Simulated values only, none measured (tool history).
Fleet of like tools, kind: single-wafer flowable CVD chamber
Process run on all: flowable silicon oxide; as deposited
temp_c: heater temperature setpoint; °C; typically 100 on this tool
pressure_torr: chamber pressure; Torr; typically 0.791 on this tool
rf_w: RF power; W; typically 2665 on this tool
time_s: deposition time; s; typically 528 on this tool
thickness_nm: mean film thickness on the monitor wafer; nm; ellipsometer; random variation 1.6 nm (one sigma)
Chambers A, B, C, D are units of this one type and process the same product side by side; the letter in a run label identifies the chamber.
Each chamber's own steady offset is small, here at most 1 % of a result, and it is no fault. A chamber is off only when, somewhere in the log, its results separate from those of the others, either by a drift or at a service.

run    day  temp_c  pressure_torr  rf_w  time_s  hours since the last thermocouple change  hours since the last RF generator calibration  hours since the last manometer calibration  read-back reference wafer on the same gauge, thickness_nm  thickness_nm
 1A  0.246     100          0.791  2665     528                                     134.6                                          434.8                                        1083                                                     302.05        329.57
 2C  0.442     100          0.791  2665     528                                    1176.5                                          555.9                                       227.9                                                     301.95        330.49
 3D  0.746     100          0.791  2665     528                                     608.1                                         1681.6                                       701.2                                                     301.86         327.1
 4B  1.038     100          0.791  2665     528                                     746.5                                          799.6                                       639.4                                                     301.94        332.11
     1.338  -- chamber C: thermocouple changed; heater temperature recalibrated
 5A  1.462     100          0.791  2665     528                                     163.8                                            464                                      1112.2                                                     302.26        332.04
 6C  1.725     100          0.791  2830     528                                       9.3                                          586.7                                       258.7                                                     302.24        332.27
 7D  2.029     100          0.791  2830     528                                     638.9                                         1712.4                                         732                                                      301.7        329.69
 8B  2.408     100          0.791  2830     528                                     779.4                                          832.5                                       672.3                                                     302.33        334.38
 9C  2.738     100          0.791  2830     528                                      33.6                                            611                                         283                                                     302.24        334.25
     2.792  -- chamber A: capacitance manometer re-zeroed and calibrated
10D  3.004     100          0.791  2665     528                                     662.3                                         1735.8                                       755.4                                                      302.1        326.66
11B  3.412     100          0.791  2665     528                                     803.5                                          856.6                                       696.4                                                      301.8        332.15
12A  3.625     100          0.791  2665     528                                     215.7                                          515.9                                          20                                                     302.24        343.87
13C  3.858     100          0.791  2665     528                                      60.5                                          637.9                                       309.9                                                     301.96        328.26
14B  4.133     100          0.791  2665     528                                     820.8                                          873.9                                       713.7                                                     301.91        331.53
15A  4.321     100          0.791  2665     528                                     232.4                                          532.6                                        36.7                                                     301.96        347.09
16D  4.538     100          0.791  2665     528                                     699.1                                         1772.6                                       792.2                                                     302.01        327.52
17B   4.95     113          0.791  2305     528                                     840.4                                          893.5                                       733.3                                                      302.3        212.18
18C  5.167     113          0.791  2305     528                                      91.9                                          669.3                                       341.3                                                     302.15        215.26
19D  5.471     113          0.791  2305     528                                     721.5                                           1795                                       814.6                                                     301.75        209.17
20A  5.846     113          0.791  2305     528                                       269                                          569.2                                        73.3                                                     302.37        224.31
21B  6.229     100          0.791  2665     528                                     871.1                                          924.2                                         764                                                     302.02        332.58
22C  6.646     100          0.791  2665     528                                     127.4                                          704.8                                       376.8                                                     302.12        330.77
23D  7.017      92          0.791  2665     528                                     758.6                                         1832.1                                       851.7                                                     301.88        429.21
24A  7.404      92          0.791  2665     528                                     306.4                                          606.6                                       110.7                                                     302.21        452.23

Next, every chamber runs the same settings. What will each give?
25A  7.708     100          0.791  3045     528                                                                                                                                                                                                             ?
25B  7.708     100          0.791  3045     528                                                                                                                                                                                                             ?
25C  7.708     100          0.791  3045     528                                                                                                                                                                                                             ?
25D  7.708     100          0.791  3045     528                                                                                                                                                                                                             ?

run  thickness_nm
25A        349.85
25B        337.74
25C        337.44
25D        334.16

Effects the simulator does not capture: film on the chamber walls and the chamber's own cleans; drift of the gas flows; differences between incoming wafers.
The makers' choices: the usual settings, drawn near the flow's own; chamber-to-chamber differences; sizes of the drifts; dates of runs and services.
